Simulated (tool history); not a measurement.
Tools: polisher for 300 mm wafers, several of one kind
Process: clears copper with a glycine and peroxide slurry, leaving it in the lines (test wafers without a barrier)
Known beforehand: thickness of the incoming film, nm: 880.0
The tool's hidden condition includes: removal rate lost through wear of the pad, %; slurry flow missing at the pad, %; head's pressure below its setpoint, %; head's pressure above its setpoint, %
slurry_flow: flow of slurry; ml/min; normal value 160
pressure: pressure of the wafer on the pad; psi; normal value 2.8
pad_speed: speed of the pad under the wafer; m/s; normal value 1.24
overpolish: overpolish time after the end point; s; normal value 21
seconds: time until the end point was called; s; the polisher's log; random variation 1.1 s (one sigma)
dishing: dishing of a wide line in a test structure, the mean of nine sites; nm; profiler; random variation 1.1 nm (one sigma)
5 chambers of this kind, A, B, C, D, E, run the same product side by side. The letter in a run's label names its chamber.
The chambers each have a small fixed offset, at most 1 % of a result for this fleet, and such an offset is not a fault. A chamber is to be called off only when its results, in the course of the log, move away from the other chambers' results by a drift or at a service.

run	hour	slurry_flow	pressure	pad_speed	overpolish	wafers polished on this pad	hours since the slurry nozzle was cleaned	hours since the head pressure was calibrated	seconds	dishing
1D	3.4	160	2.8	1.24	21	134	332.7	294.8	118.1	55.968
2E	9.1	160	2.8	1.24	21	793	43.1	150.2	118.91	55.552
3C	14.3	160	2.8	1.24	21	599	193.5	424.4	119.3	58.332
# hour 18.1: chamber A: slurry nozzle cleaned
4A	20.3	160	2.8	1.24	21	294	2.2	38.8	118.61	55.225
5B	24.5	160	2.8	1.24	21	867	113.6	615.8	117.67	56.442
6D	28.5	160	3.8	1.24	21	344	357.8	319.9	89.31	62.894
7C	32.2	160	3.8	1.24	21	748	211.4	442.3	89.52	63.057
8B	37.7	160	3.8	1.24	21	977	126.8	629	90.005	62.474
# hour 40.6: chamber B: worn pad replaced by a new one
9A	43.2	160	3.8	1.24	21	486	25.1	61.7	90.898	62.099
10E	47.4	160	3.8	1.24	21	1114	81.4	188.5	89.398	61.983
11B	50.5	160	2.8	1.24	21	83	139.6	641.8	118.12	56.374
12C	55.8	200	2.8	1.24	28	946	235	465.9	111.14	65.128
# hour 62.5: chamber D: slurry nozzle cleaned
13A	62.6	200	2.8	1.24	28	648	44.5	81.1	114.56	62.861
# hour 63.8: chamber E: worn pad replaced by a new one
# hour 64.3: chamber A: worn pad replaced by a new one
14D	66.8	200	2.8	1.24	28	664	4.4	358.2	113.67	60.573
# hour 68.7: chamber C: worn pad replaced by a new one
15E	71.2	200	2.8	1.24	28	61	105.2	212.3	112.59	60.888
# hour 71.6: chamber D: worn pad replaced by a new one
16C	77.1	200	2.8	1.24	28	70	256.3	487.2	114.1	63.111
17A	81.6	130	2.8	1.24	14	144	63.5	100.1	121.67	47.257
18B	84.9	130	2.8	1.24	14	371	174	676.2	123.74	48.343
19E	88.4	130	2.8	1.24	14	205	122.4	229.5	120.94	45.207
20D	93.5	130	2.8	1.24	14	183	31.1	384.9	121.91	47.139
21A	97.1	130	2.8	1.24	14	274	79	115.6	122.53	47.332
22E	101.4	160	2.8	1.24	21	314	135.4	242.5	117.14	54.889
23D	104.5	160	2.8	1.24	21	275	42.1	395.9	119.55	57.963
24C	110.1	160	2.8	1.24	13	346	289.3	520.2	115.3	46.969
25B	116.4	160	2.8	1.24	13	634	205.5	707.7	118.2	43.634
26A	123.2	160	2.8	1.24	13	492	105.1	141.7	116.24	45.351
27B	127.7	160	2.8	1.24	13	729	216.8	719	119.5	43.64
28C	132.2	160	2.8	1.24	13	531	311.4	542.3	118.47	46.452
29D	135.6	160	2.8	1.24	21	536	73.2	427	119.99	54.631
30E	139.6	190	2.8	1.24	16	634	173.6	280.7	115.45	50.088
31E	145.5	190	2.8	1.24	16	683	179.5	286.6	114.31	50.735
32D	150.9	190	2.8	1.24	16	663	88.5	442.3	111.86	50.752
33A	154.9	190	2.8	1.24	16	758	136.8	173.4	114.93	51.231
# hour 158.6: chamber D: worn pad replaced by a new one
# hour 160.9: chamber A: worn pad replaced by a new one
34B	161	190	2.8	1.24	16	1007	250.1	752.3	115.35	51.432
35C	167	160	2.8	1.24	21	822	346.2	577.1	116.06	56.38
# hour 167.6: chamber B: worn pad replaced by a new one
36A	173.6	160	2.8	1.24	21	106	155.5	192.1	118.24	55.348
37C	177.5	160	2.8	1.24	21	910	356.7	587.6	115.07	56.306
38D	182.6	190	2.8	1.24	28	201	120.2	474	114.67	62.209
39B	187.9	190	2.8	1.24	28	169	277	779.2	117.14	59.34
40E	194	190	2.8	1.24	28	1089	228	335.1	115.03	59.663

Next, every chamber runs the same settings. What will each give?
41A	198.8	160	2.8	1.4	21				?	?
41B	198.8	160	2.8	1.4	21				?	?
41C	198.8	160	2.8	1.4	21				?	?
41D	198.8	160	2.8	1.4	21				?	?
41E	198.8	160	2.8	1.4	21				?	?

run	seconds	dishing
41A	107.95	57.623
41B	108.75	58.109
41C	105.43	58.902
41D	106.69	59.683
41E	105.07	57.656
